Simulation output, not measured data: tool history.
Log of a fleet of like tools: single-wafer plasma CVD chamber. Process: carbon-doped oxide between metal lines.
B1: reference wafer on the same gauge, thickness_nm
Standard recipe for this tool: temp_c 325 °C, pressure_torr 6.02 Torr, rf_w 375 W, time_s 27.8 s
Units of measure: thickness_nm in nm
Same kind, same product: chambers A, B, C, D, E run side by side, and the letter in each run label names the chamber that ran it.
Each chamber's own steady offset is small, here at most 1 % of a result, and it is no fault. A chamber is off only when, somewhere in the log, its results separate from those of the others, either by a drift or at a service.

Run 1D, hour 8.9: usual settings; B1 121.94. Result: thickness_nm 127.75 nm.
Run 2B, hour 14.8: usual settings; B1 121.99. Result: thickness_nm 128.96 nm.
Run 3E, hour 23.4: usual settings; B1 121.94. Result: thickness_nm 127.38 nm.
Run 4C, hour 31.4: usual settings; B1 121.97. Result: thickness_nm 129.71 nm.
Run 5A, hour 36.8: usual settings but temp_c 333 °C; B1 122.02. Result: thickness_nm 124.98 nm.
Run 6A, hour 42.8: usual settings but temp_c 333 °C; B1 121.99. Result: thickness_nm 125.4 nm.
Run 7B, hour 54.3: usual settings but temp_c 333 °C; B1 121.93. Result: thickness_nm 124.93 nm.
Run 8D, hour 62.4: usual settings but temp_c 333 °C; B1 122.07. Result: thickness_nm 123.98 nm.
Run 9E, hour 67.4: usual settings but temp_c 333 °C; B1 122.03. Result: thickness_nm 123.99 nm.
Run 10C, hour 75.6: usual settings; B1 122.04. Result: thickness_nm 129.19 nm.
Run 11C, hour 81.4: usual settings; B1 121.97. Result: thickness_nm 129.03 nm.
Run 12D, hour 87.3: usual settings but temp_c 337 °C; B1 121.96. Result: thickness_nm 122.15 nm.
Run 13A, hour 93.2: usual settings but temp_c 337 °C; B1 122.01. Result: thickness_nm 124.11 nm.
Run 14E, hour 102.9: usual settings but temp_c 337 °C; B1 121.97. Result: thickness_nm 122.06 nm.
Run 15B, hour 110.2: usual settings but temp_c 337 °C; B1 122.04. Result: thickness_nm 123.5 nm.
Run 16D, hour 120.9: usual settings but temp_c 337 °C; B1 121.98. Result: thickness_nm 121.89 nm.
Run 17B, hour 131.9: usual settings; B1 122.01. Result: thickness_nm 128.63 nm.
Run 18E, hour 137.4: usual settings but pressure_torr 5.18 Torr; B1 121.95. Result: thickness_nm 124.96 nm.
Run 19A, hour 145.1: usual settings but pressure_torr 5.18 Torr; B1 121.98. Result: thickness_nm 126.11 nm.
Run 20C, hour 151.4: usual settings but pressure_torr 5.18 Torr; B1 121.96. Result: thickness_nm 127.17 nm.
Run 21C, hour 156.8: usual settings but pressure_torr 5.18 Torr; B1 122.04. Result: thickness_nm 127.26 nm.
Run 22A, hour 166.4: usual settings but pressure_torr 5.18 Torr; B1 122. Result: thickness_nm 126.69 nm.
Run 23E, hour 176.9: usual settings; B1 122.01. Result: thickness_nm 127.58 nm.
Run 24B, hour 188.1: usual settings; B1 122.04. Result: thickness_nm 128.45 nm.
Run 25D, hour 193.7: usual settings; B1 122.02. Result: thickness_nm 127.36 nm.
Run 26A, hour 199.7: usual settings but pressure_torr 7.16 Torr; B1 122.02. Result: thickness_nm 131.11 nm.
Run 27B, hour 205.3: usual settings but pressure_torr 7.16 Torr; B1 122.03. Result: thickness_nm 129.95 nm.
Run 28E, hour 214.4: usual settings but pressure_torr 7.16 Torr; B1 121.93. Result: thickness_nm 129.4 nm.
Run 29D, hour 222.4: usual settings but pressure_torr 7.16 Torr; B1 121.95. Result: thickness_nm 129.5 nm.
Run 30C, hour 229.4: usual settings but pressure_torr 7.16 Torr; B1 122.03. Result: thickness_nm 131.57 nm.
Run 31B, hour 234.4: usual settings but temp_c 335 °C; B1 122.03. Result: thickness_nm 123.99 nm.
Run 32A, hour 245.8: usual settings but temp_c 335 °C; B1 121.97. Result: thickness_nm 124.82 nm.
Run 33D, hour 252.5: usual settings but temp_c 335 °C; B1 122.03. Result: thickness_nm 123.13 nm.
Run 34E, hour 262.7: usual settings but temp_c 335 °C; B1 122.05. Result: thickness_nm 123.36 nm.
Run 35C, hour 268: usual settings but temp_c 335 °C; B1 122.01. Result: thickness_nm 125.1 nm.
Run 36C, hour 276.4: usual settings but rf_w 345 W, time_s 24 s; B1 121.95. Result: thickness_nm 104.97 nm.
Run 37D, hour 282.5: usual settings but rf_w 345 W, time_s 24 s; B1 122.01. Result: thickness_nm 103.22 nm.
Run 38B, hour 293.4: usual settings but rf_w 345 W, time_s 24 s; B1 122.01. Result: thickness_nm 104.5 nm.
Run 39E, hour 298.5: usual settings but rf_w 345 W, time_s 24 s; B1 122.02. Result: thickness_nm 103.35 nm.
Run 40A, hour 308.5: usual settings but rf_w 345 W, time_s 24 s; B1 122.06. Result: thickness_nm 104.86 nm.

Is one chamber off against the others, does the gauge drift, or is nothing wrong? If a chamber is off, say which, and what the likeliest cause is.

All chambers stay in line apart from their small fixed offsets, and the gauge does not drift.

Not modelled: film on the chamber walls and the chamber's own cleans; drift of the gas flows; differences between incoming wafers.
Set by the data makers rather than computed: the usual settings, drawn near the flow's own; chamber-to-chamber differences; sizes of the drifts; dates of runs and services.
